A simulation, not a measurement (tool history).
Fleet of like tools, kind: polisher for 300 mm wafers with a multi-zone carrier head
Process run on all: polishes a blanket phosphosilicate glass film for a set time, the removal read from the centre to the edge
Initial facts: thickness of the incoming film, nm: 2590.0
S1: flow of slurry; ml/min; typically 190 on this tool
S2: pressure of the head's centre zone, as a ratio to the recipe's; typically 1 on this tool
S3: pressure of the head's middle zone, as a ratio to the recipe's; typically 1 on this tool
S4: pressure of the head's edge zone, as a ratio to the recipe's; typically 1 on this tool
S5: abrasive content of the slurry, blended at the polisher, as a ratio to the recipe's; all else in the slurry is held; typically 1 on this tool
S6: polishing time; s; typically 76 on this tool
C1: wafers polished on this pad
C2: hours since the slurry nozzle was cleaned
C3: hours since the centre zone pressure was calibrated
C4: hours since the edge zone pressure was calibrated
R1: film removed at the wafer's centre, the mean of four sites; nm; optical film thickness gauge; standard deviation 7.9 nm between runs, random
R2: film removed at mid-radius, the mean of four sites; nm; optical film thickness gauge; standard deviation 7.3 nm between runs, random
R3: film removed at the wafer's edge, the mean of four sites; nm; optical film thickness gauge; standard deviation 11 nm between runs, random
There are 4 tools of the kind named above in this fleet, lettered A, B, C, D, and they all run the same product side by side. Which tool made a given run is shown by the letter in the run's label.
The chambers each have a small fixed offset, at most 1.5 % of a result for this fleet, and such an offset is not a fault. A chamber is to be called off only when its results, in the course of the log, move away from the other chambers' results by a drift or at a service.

run 1B hour=7.8 | S1=190 S2=1 S3=1 S4=1 S5=1 S6=76 | C1=556 C2=78.9 C3=529.6 C4=927.3 | R1=766.33 R2=785.73 R3=788.26
run 2D hour=20 | S1=190 S2=1 S3=1 S4=1 S5=1 S6=76 | C1=725 C2=27.6 C3=525 C4=747.3 | R1=787.6 R2=781.92 R3=786.7
-- hour=24.8 chamber C: worn pad replaced by a new one
run 3A hour=30 | S1=190 S2=1 S3=1 S4=1 S5=1 S6=76 | C1=467 C2=137.3 C3=694.5 C4=503.7 | R1=786.89 R2=783.76 R3=770.51
run 4C hour=45.3 | S1=190 S2=1 S3=1 S4=1 S5=1 S6=76 | C1=276 C2=563.8 C3=940.4 C4=502.1 | R1=786.21 R2=791.29 R3=800.14
-- hour=52.9 chamber B: edge zone pressure recalibrated
run 5D hour=60.4 | S1=190 S2=1 S3=1 S4=1 S5=1 S6=76 | C1=1269 C2=68 C3=565.4 C4=787.7 | R1=783.66 R2=780.62 R3=786.14
-- hour=61.8 chamber B: worn pad replaced by a new one
-- hour=62.8 chamber D: worn pad replaced by a new one
run 6C hour=72.3 | S1=190 S2=1 S3=1 S4=1 S5=1 S6=76 | C1=640 C2=590.8 C3=967.4 C4=529.1 | R1=774.12 R2=782.6 R3=787.96
run 7A hour=84.2 | S1=190 S2=1 S3=1 S4=1 S5=1 S6=76 | C1=1197 C2=191.5 C3=748.7 C4=557.9 | R1=783.4 R2=786.84 R3=764.32
-- hour=85.1 chamber A: worn pad replaced by a new one
run 8B hour=100.5 | S1=190 S2=1 S3=1 S4=1 S5=1 S6=76 | C1=521 C2=171.6 C3=622.3 C4=47.7 | R1=781.94 R2=789.4 R3=782.62
run 9B hour=109.1 | S1=190 S2=1 S3=1 S4=1 S5=1 S6=76 | C1=637 C2=180.2 C3=630.9 C4=56.3 | R1=777.9 R2=780.26 R3=794.08
-- hour=110.2 chamber C: worn pad replaced by a new one
-- hour=120.3 chamber D: centre zone pressure recalibrated
run 10D hour=121.4 | S1=190 S2=0.95 S3=1 S4=1.04 S5=1 S6=76 | C1=791 C2=129 C3=1.2 C4=848.7 | R1=731.9 R2=764.92 R3=807.61
run 11C hour=133.9 | S1=190 S2=0.95 S3=1 S4=1.04 S5=1 S6=76 | C1=320 C2=652.4 C3=1029 C4=590.7 | R1=756.34 R2=791.64 R3=803.05
run 12A hour=141.4 | S1=190 S2=0.95 S3=1 S4=1.04 S5=1 S6=76 | C1=759 C2=248.7 C3=805.9 C4=615.1 | R1=735.01 R2=785.36 R3=797.91
-- hour=141.9 chamber A: centre zone pressure recalibrated
run 13D hour=155.1 | S1=190 S2=0.95 S3=1 S4=1.04 S5=1 S6=76 | C1=1245 C2=162.7 C3=34.9 C4=882.4 | R1=735.54 R2=773.62 R3=788.22
-- hour=156.4 chamber B: worn pad replaced by a new one
-- hour=161.2 chamber D: worn pad replaced by a new one
run 14B hour=169.1 | S1=190 S2=1 S3=1 S4=1 S5=0.75 S6=65 | C1=171 C2=240.2 C3=690.9 C4=116.3 | R1=579.89 R2=569.87 R3=586.92
run 15A hour=179.1 | S1=190 S2=1 S3=1 S4=1 S5=0.75 S6=65 | C1=1267 C2=286.4 C3=37.2 C4=652.8 | R1=586.43 R2=583.66 R3=582.49
-- hour=182 chamber A: worn pad replaced by a new one
run 16C hour=188.3 | S1=190 S2=1 S3=1 S4=1 S5=0.75 S6=65 | C1=1053 C2=706.8 C3=1083.4 C4=645.1 | R1=579.21 R2=577.64 R3=576.29
run 17B hour=201.2 | S1=190 S2=1 S3=1 S4=1 S5=0.75 S6=65 | C1=604 C2=272.3 C3=723 C4=148.4 | R1=578.76 R2=586.48 R3=588.03
-- hour=203.3 chamber A: edge zone pressure recalibrated
run 18D hour=213.3 | S1=190 S2=1 S3=1 S4=1 S5=1 S6=76 | C1=703 C2=220.9 C3=93.1 C4=940.6 | R1=787.72 R2=780.46 R3=782.96
-- hour=219.1 chamber C: worn pad replaced by a new one
run 19A hour=225.3 | S1=190 S2=1 S3=1 S4=1 S5=1 S6=76 | C1=583 C2=332.6 C3=83.4 C4=22.1 | R1=774.7 R2=784.17 R3=769.51
run 20C hour=232.5 | S1=190 S2=1 S3=1 S4=1 S5=1 S6=76 | C1=180 C2=751 C3=1127.6 C4=689.3 | R1=788.29 R2=790.21 R3=787.05
-- hour=247.7 chamber D: worn pad replaced by a new one
run 21B hour=247.9 | S1=190 S2=1 S3=1 S4=1 S5=1 S6=76 | C1=1233 C2=319 C3=769.7 C4=195.1 | R1=764.77 R2=788.04 R3=780.05
-- hour=261.8 chamber B: worn pad replaced by a new one
-- hour=262.8 chamber B: slurry nozzle cleaned
run 22D hour=263.5 | S1=170 S2=1 S3=1 S4=1 S5=1.25 S6=76 | C1=214 C2=271.1 C3=143.3 C4=990.8 | R1=832.31 R2=844.55 R3=853.03
run 23A hour=272.3 | S1=170 S2=1 S3=1 S4=1 S5=1.25 S6=76 | C1=1217 C2=379.6 C3=130.4 C4=69.1 | R1=847.44 R2=850.35 R3=853.01
-- hour=277.6 chamber B: centre zone pressure recalibrated
run 24C hour=286.3 | S1=170 S2=1 S3=1 S4=1 S5=1.25 S6=76 | C1=905 C2=804.8 C3=1181.4 C4=743.1 | R1=852.26 R2=857.33 R3=865.55
-- hour=287.6 chamber A: worn pad replaced by a new one
run 25B hour=299.4 | S1=170 S2=1 S3=1 S4=1 S5=1.25 S6=76 | C1=507 C2=36.6 C3=21.9 C4=246.6 | R1=744.71 R2=838.39 R3=844.17
-- hour=303.6 chamber C: centre zone pressure recalibrated
-- hour=304.7 chamber D: edge zone pressure recalibrated
run 26A hour=307.1 | S1=190 S2=1 S3=1 S4=1 S5=1 S6=76 | C1=263 C2=414.4 C3=165.2 C4=103.9 | R1=794.22 R2=785.52 R3=767.15
-- hour=309.6 chamber C: worn pad replaced by a new one
run 27D hour=316.9 | S1=190 S2=1 S3=1 S4=1 S5=1 S6=76 | C1=933 C2=324.5 C3=196.7 C4=12.3 | R1=780.04 R2=780.05 R3=789.17
run 28C hour=333.1 | S1=190 S2=1 S3=1 S4=1 S5=1 S6=76 | C1=317 C2=851.6 C3=29.6 C4=789.9 | R1=775.78 R2=783.53 R3=774.12
-- hour=339.1 chamber D: worn pad replaced by a new one
run 29A hour=344.5 | S1=190 S2=1 S3=1 S4=1 S5=1 S6=76 | C1=767 C2=451.8 C3=202.6 C4=141.3 | R1=777.32 R2=768.43 R3=780.6
run 30C hour=355.9 | S1=135 S2=1 S3=1 S4=0.93 S5=1 S6=76 | C1=624 C2=874.4 C3=52.4 C4=812.7 | R1=723.98 R2=729.6 R3=719.73
run 31D hour=364.8 | S1=135 S2=1 S3=1 S4=0.93 S5=1 S6=76 | C1=347 C2=372.4 C3=244.6 C4=60.2 | R1=722.25 R2=741.53 R3=729.84
-- hour=369 chamber B: worn pad replaced by a new one
-- hour=369.3 chamber D: slurry nozzle cleaned
-- hour=375.7 chamber C: slurry nozzle cleaned
run 32B hour=380.9 | S1=135 S2=1 S3=1 S4=0.93 S5=1 S6=76 | C1=161 C2=118.1 C3=103.4 C4=328.1 | R1=654.08 R2=736.29 R3=723.69
-- hour=388.2 chamber A: worn pad replaced by a new one
run 33A hour=395 | S1=135 S2=1 S3=1 S4=0.93 S5=1 S6=76 | C1=92 C2=502.3 C3=253.1 C4=191.8 | R1=733.49 R2=741.66 R3=700.32
run 34D hour=406.9 | S1=190 S2=1 S3=1 S4=1 S5=1 S6=76 | C1=915 C2=37.6 C3=286.7 C4=102.3 | R1=784.08 R2=770.63 R3=792.57
-- hour=410.1 chamber C: worn pad replaced by a new one
run 35B hour=414.1 | S1=190 S2=1 S3=1 S4=1 S5=1 S6=76 | C1=609 C2=151.3 C3=136.6 C4=361.3 | R1=691.14 R2=779.93 R3=775.05
run 36C hour=427.1 | S1=190 S2=1 S3=1 S4=1 S5=1 S6=76 | C1=229 C2=51.5 C3=123.6 C4=883.9 | R1=786.01 R2=785.6 R3=796.32
-- hour=437 chamber D: worn pad replaced by a new one
run 37B hour=439.9 | S1=190 S2=1 S3=1 S4=1 S5=1 S6=76 | C1=956 C2=177.1 C3=162.4 C4=387.1 | R1=682.77 R2=778.3 R3=769.94
-- hour=448.7 chamber C: edge zone pressure recalibrated
run 38C hour=452.1 | S1=190 S2=1 S3=1 S4=1 S5=1 S6=66 | C1=566 C2=76.5 C3=148.6 C4=3.5 | R1=680.86 R2=676.89 R3=697.26
run 39D hour=460.1 | S1=190 S2=1 S3=1 S4=1 S5=1 S6=66 | C1=312 C2=90.8 C3=339.9 C4=155.5 | R1=677.7 R2=681.6 R3=701.81
run 40A hour=476.4 | S1=190 S2=1 S3=1 S4=1 S5=1 S6=66 | C1=1189 C2=583.7 C3=334.5 C4=273.2 | R1=681.15 R2=675.48 R3=686
run 41C hour=489.4 | S1=190 S2=1 S3=1 S4=1 S5=1 S6=66 | C1=1069 C2=113.8 C3=185.9 C4=40.8 | R1=685.96 R2=689.5 R3=688.57

Next, all 4 chambers run the settings below, one line each with question marks for the results. What does each chamber give?
run 42A hour=501.1 | S1=190 S2=1 S3=1 S4=1 S5=1 S6=76 | R1=? R2=? R3=?
run 42B hour=501.1 | S1=190 S2=1 S3=1 S4=1 S5=1 S6=76 | R1=? R2=? R3=?
run 42C hour=501.1 | S1=190 S2=1 S3=1 S4=1 S5=1 S6=76 | R1=? R2=? R3=?
run 42D hour=501.1 | S1=190 S2=1 S3=1 S4=1 S5=1 S6=76 | R1=? R2=? R3=?

run=42A R1=782.18 R2=789.75 R3=772.4
run=42B R1=687.2 R2=770.74 R3=809.63
run=42C R1=780.71 R2=794.06 R3=793.14
run=42D R1=782.86 R2=774.92 R3=781.03

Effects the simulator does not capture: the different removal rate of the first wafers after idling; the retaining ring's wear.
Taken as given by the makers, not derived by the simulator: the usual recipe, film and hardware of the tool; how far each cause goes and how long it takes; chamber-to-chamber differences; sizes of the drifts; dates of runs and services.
